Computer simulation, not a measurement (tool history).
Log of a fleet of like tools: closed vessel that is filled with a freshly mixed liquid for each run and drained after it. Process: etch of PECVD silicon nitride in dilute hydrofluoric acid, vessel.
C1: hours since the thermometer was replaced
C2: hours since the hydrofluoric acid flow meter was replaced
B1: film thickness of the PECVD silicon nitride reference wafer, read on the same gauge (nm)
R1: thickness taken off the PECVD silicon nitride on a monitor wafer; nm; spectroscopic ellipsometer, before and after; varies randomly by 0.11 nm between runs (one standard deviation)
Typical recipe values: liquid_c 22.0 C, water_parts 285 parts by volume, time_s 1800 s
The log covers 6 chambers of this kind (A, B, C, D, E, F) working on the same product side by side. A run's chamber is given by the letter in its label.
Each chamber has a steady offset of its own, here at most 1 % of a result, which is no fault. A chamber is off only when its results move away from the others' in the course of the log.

Run 1F, day 0.154: usual settings; C1 446.2; C2 980.2; B1 29.999. Result: R1 19.122 nm.
Run 2B, day 0.271: usual settings; C1 752.8; C2 372.9; B1 30.037. Result: R1 19.116 nm.
Run 3E, day 0.362: usual settings; C1 425.1; C2 917.5; B1 30.007. Result: R1 19.360 nm.
Run 4A, day 0.504: usual settings; C1 799.1; C2 628.8; B1 30.020. Result: R1 19.360 nm.
Run 5D, day 0.596: usual settings; C1 1231.8; C2 359.9; B1 30.014. Result: R1 19.153 nm.
Run 6C, day 0.767: usual settings; C1 1710.0; C2 1668.3; B1 29.993. Result: R1 18.873 nm.
At day 0.921: chamber A: hydrofluoric acid flow meter replaced.
Run 7D, day 0.958: usual settings but water_parts 395 parts by volume; C1 1240.5; C2 368.6; B1 30.040. Result: R1 14.145 nm.
Run 8A, day 1.108: usual settings but water_parts 395 parts by volume; C1 813.6; C2 4.5; B1 30.065. Result: R1 13.977 nm.
Run 9C, day 1.258: usual settings but water_parts 395 parts by volume; C1 1721.8; C2 1680.1; B1 30.006. Result: R1 13.768 nm.
Run 10F, day 1.433: usual settings but water_parts 395 parts by volume; C1 476.9; C2 1010.9; B1 30.015. Result: R1 13.906 nm.
Run 11B, day 1.579: usual settings but water_parts 395 parts by volume; C1 784.2; C2 404.3; B1 29.984. Result: R1 13.974 nm.
Run 12E, day 1.738: usual settings but water_parts 395 parts by volume; C1 458.1; C2 950.5; B1 29.977. Result: R1 14.041 nm.
Run 13B, day 1.879: usual settings but water_parts 155 parts by volume; C1 791.4; C2 411.5; B1 30.022. Result: R1 33.966 nm.
Run 14E, day 2.054: usual settings but water_parts 155 parts by volume; C1 465.7; C2 958.1; B1 29.984. Result: R1 35.598 nm.
Run 15D, day 2.200: usual settings but water_parts 155 parts by volume; C1 1270.3; C2 398.4; B1 30.033. Result: R1 34.205 nm.
Run 16A, day 2.371: usual settings but water_parts 155 parts by volume; C1 843.9; C2 34.8; B1 29.933. Result: R1 35.469 nm.
Run 17F, day 2.533: usual settings but water_parts 155 parts by volume; C1 503.3; C2 1037.3; B1 30.004. Result: R1 35.057 nm.
Run 18C, day 2.658: usual settings but water_parts 155 parts by volume; C1 1755.4; C2 1713.7; B1 29.997. Result: R1 34.379 nm.
Run 19D, day 2.771: usual settings but liquid_c 23.5 C; C1 1284.0; C2 412.1; B1 30.029. Result: R1 20.915 nm.
Run 20A, day 2.854: usual settings but liquid_c 23.5 C; C1 855.5; C2 46.4; B1 30.025. Result: R1 21.145 nm.
Run 21C, day 2.967: usual settings but liquid_c 23.5 C; C1 1762.8; C2 1721.1; B1 29.993. Result: R1 20.794 nm.
Run 22F, day 3.083: usual settings but liquid_c 23.5 C; C1 516.5; C2 1050.5; B1 29.983. Result: R1 20.787 nm.
Run 23B, day 3.175: usual settings but liquid_c 23.5 C; C1 822.5; C2 442.6; B1 30.008. Result: R1 20.985 nm.
Run 24E, day 3.283: usual settings but liquid_c 23.5 C; C1 495.2; C2 987.6; B1 29.975. Result: R1 21.339 nm.
Run 25E, day 3.404: usual settings; C1 498.1; C2 990.5; B1 30.032. Result: R1 19.405 nm.
Run 26D, day 3.579: usual settings but liquid_c 26.5 C; C1 1303.4; C2 431.5; B1 30.053. Result: R1 25.041 nm.
Run 27A, day 3.712: usual settings but liquid_c 26.5 C; C1 876.1; C2 67.0; B1 30.008. Result: R1 25.151 nm.
Run 28B, day 3.896: usual settings but liquid_c 26.5 C; C1 839.8; C2 459.9; B1 29.973. Result: R1 25.393 nm.
Run 29F, day 4.088: usual settings but liquid_c 26.5 C; C1 540.6; C2 1074.6; B1 30.015. Result: R1 24.915 nm.
Run 30C, day 4.196: usual settings but liquid_c 26.5 C; C1 1792.3; C2 1750.6; B1 29.985. Result: R1 25.084 nm.
Run 31B, day 4.371: usual settings but liquid_c 26.5 C; C1 851.2; C2 471.3; B1 29.975. Result: R1 25.254 nm.
Run 32E, day 4.483: usual settings but liquid_c 26.5 C, time_s 775 s; C1 524.0; C2 1016.4; B1 29.974. Result: R1 11.009 nm.
Run 33C, day 4.592: usual settings but liquid_c 26.5 C, time_s 775 s; C1 1801.8; C2 1760.1; B1 29.986. Result: R1 10.738 nm.
Run 34D, day 4.788: usual settings but liquid_c 26.5 C, time_s 775 s; C1 1332.4; C2 460.5; B1 29.992. Result: R1 10.845 nm.
Run 35A, day 4.929: usual settings but liquid_c 26.5 C, time_s 775 s; C1 905.3; C2 96.2; B1 30.005. Result: R1 10.807 nm.
Run 36F, day 5.025: usual settings but liquid_c 26.5 C, time_s 775 s; C1 563.1; C2 1097.1; B1 30.032. Result: R1 10.532 nm.
Run 37C, day 5.171: usual settings but liquid_c 26.5 C, time_s 775 s; C1 1815.7; C2 1774.0; B1 30.004. Result: R1 10.749 nm.
Run 38D, day 5.258: usual settings but liquid_c 25.5 C; C1 1343.7; C2 471.8; B1 30.042. Result: R1 23.692 nm.
Run 39B, day 5.392: usual settings but liquid_c 25.5 C; C1 875.7; C2 495.8; B1 29.990. Result: R1 23.937 nm.

For the next run the whole fleet of 6 chambers uses the same settings. Give each chamber's results:
Run 40A, day 5.529: usual settings. Result: R1 ?.
Run 40B, day 5.529: usual settings. Result: R1 ?.
Run 40C, day 5.529: usual settings. Result: R1 ?.
Run 40D, day 5.529: usual settings. Result: R1 ?.
Run 40E, day 5.529: usual settings. Result: R1 ?.
Run 40F, day 5.529: usual settings. Result: R1 ?.

run      R1
40A  19.049
40B  19.190
40C  18.869
40D  19.358
40E  19.483
40F  18.248
